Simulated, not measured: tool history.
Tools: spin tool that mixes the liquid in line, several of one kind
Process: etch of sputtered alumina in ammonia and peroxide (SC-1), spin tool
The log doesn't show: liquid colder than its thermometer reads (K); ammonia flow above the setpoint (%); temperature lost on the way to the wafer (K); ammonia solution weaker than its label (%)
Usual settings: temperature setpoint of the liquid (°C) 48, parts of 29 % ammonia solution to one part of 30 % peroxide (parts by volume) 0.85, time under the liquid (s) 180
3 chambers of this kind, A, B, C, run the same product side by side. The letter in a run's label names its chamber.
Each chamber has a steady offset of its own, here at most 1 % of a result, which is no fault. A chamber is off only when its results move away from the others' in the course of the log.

run,hour,temperature setpoint of the liquid (°C),parts of 29 % ammonia solution to one part of 30 % peroxide (parts by volume),time under the liquid (s),hours since the thermometer was replaced,hours since the ammonia flow meter was replaced,hours since the heated supply line was repaired,hours since the drum of ammonia solution was connected,"read-back film thickness of the sputtered alumina reference wafer, read on the same gauge (nm)",thickness taken off the sputtered alumina on a monitor wafer (nm)
1C,11,48,0.85,180,543.1,1642.6,1040.9,288.3,99.983,6.0161
2A,24.7,48,0.85,180,154,127.6,1070.9,685.2,99.981,6.0414
3B,32,48,0.85,180,255.8,734.5,145.7,77.9,99.996,5.8991
4B,43,48,0.85,180,266.8,745.5,156.7,88.9,99.978,5.93
5A,57.6,48,0.85,180,186.9,160.5,1103.8,718.1,99.962,6.0735
6C,65.5,48,1.05,180,597.6,1697.1,1095.4,342.8,99.939,6.14
7C,80.7,48,1.05,180,612.8,1712.3,1110.6,358,99.955,6.1023
8B,95.9,48,1.05,180,319.7,798.4,209.6,141.8,99.984,6.0429
9A,109.1,48,0.85,180,238.4,212,1155.3,769.6,99.989,6.1096
10B,120.7,48,0.85,180,344.5,823.2,234.4,166.6,100.01,5.8996
11A,130.5,48,0.85,180,259.8,233.4,1176.7,791,100,6.0111
# hour 133.4: chamber B: ammonia flow meter replaced
12C,145.8,38.5,0.7,180,677.9,1777.4,1175.7,423.1,100.04,3.4312
13B,153,38.5,0.7,180,376.8,19.6,266.7,198.9,100.05,3.3387
14C,162.5,38.5,0.7,180,694.6,1794.1,1192.4,439.8,100.02,3.4176
15A,173.5,48,0.85,180,302.8,276.4,1219.7,834,99.961,6.0695
16A,188.3,48,0.85,180,317.6,291.2,1234.5,848.8,99.987,6.0478
17C,196.1,48,0.85,180,728.2,1827.7,1226,473.4,100.02,6.0086
18B,209,48,0.85,180,432.8,75.6,322.7,254.9,100.01,5.7585
19B,221.4,48,0.85,180,445.2,88,335.1,267.3,100.04,5.7677
20C,230.4,48,0.85,180,762.5,1862,1260.3,507.7,99.994,6.0548

All 3 chambers run these settings next. Forecast each chamber's results:
21A,241.4,48,0.85,255,,,,,,?
21B,241.4,48,0.85,255,,,,,,?
21C,241.4,48,0.85,255,,,,,,?

run,thickness taken off the sputtered alumina on a monitor wafer (nm)
21A,8.5758
21B,8.0833
21C,8.5223
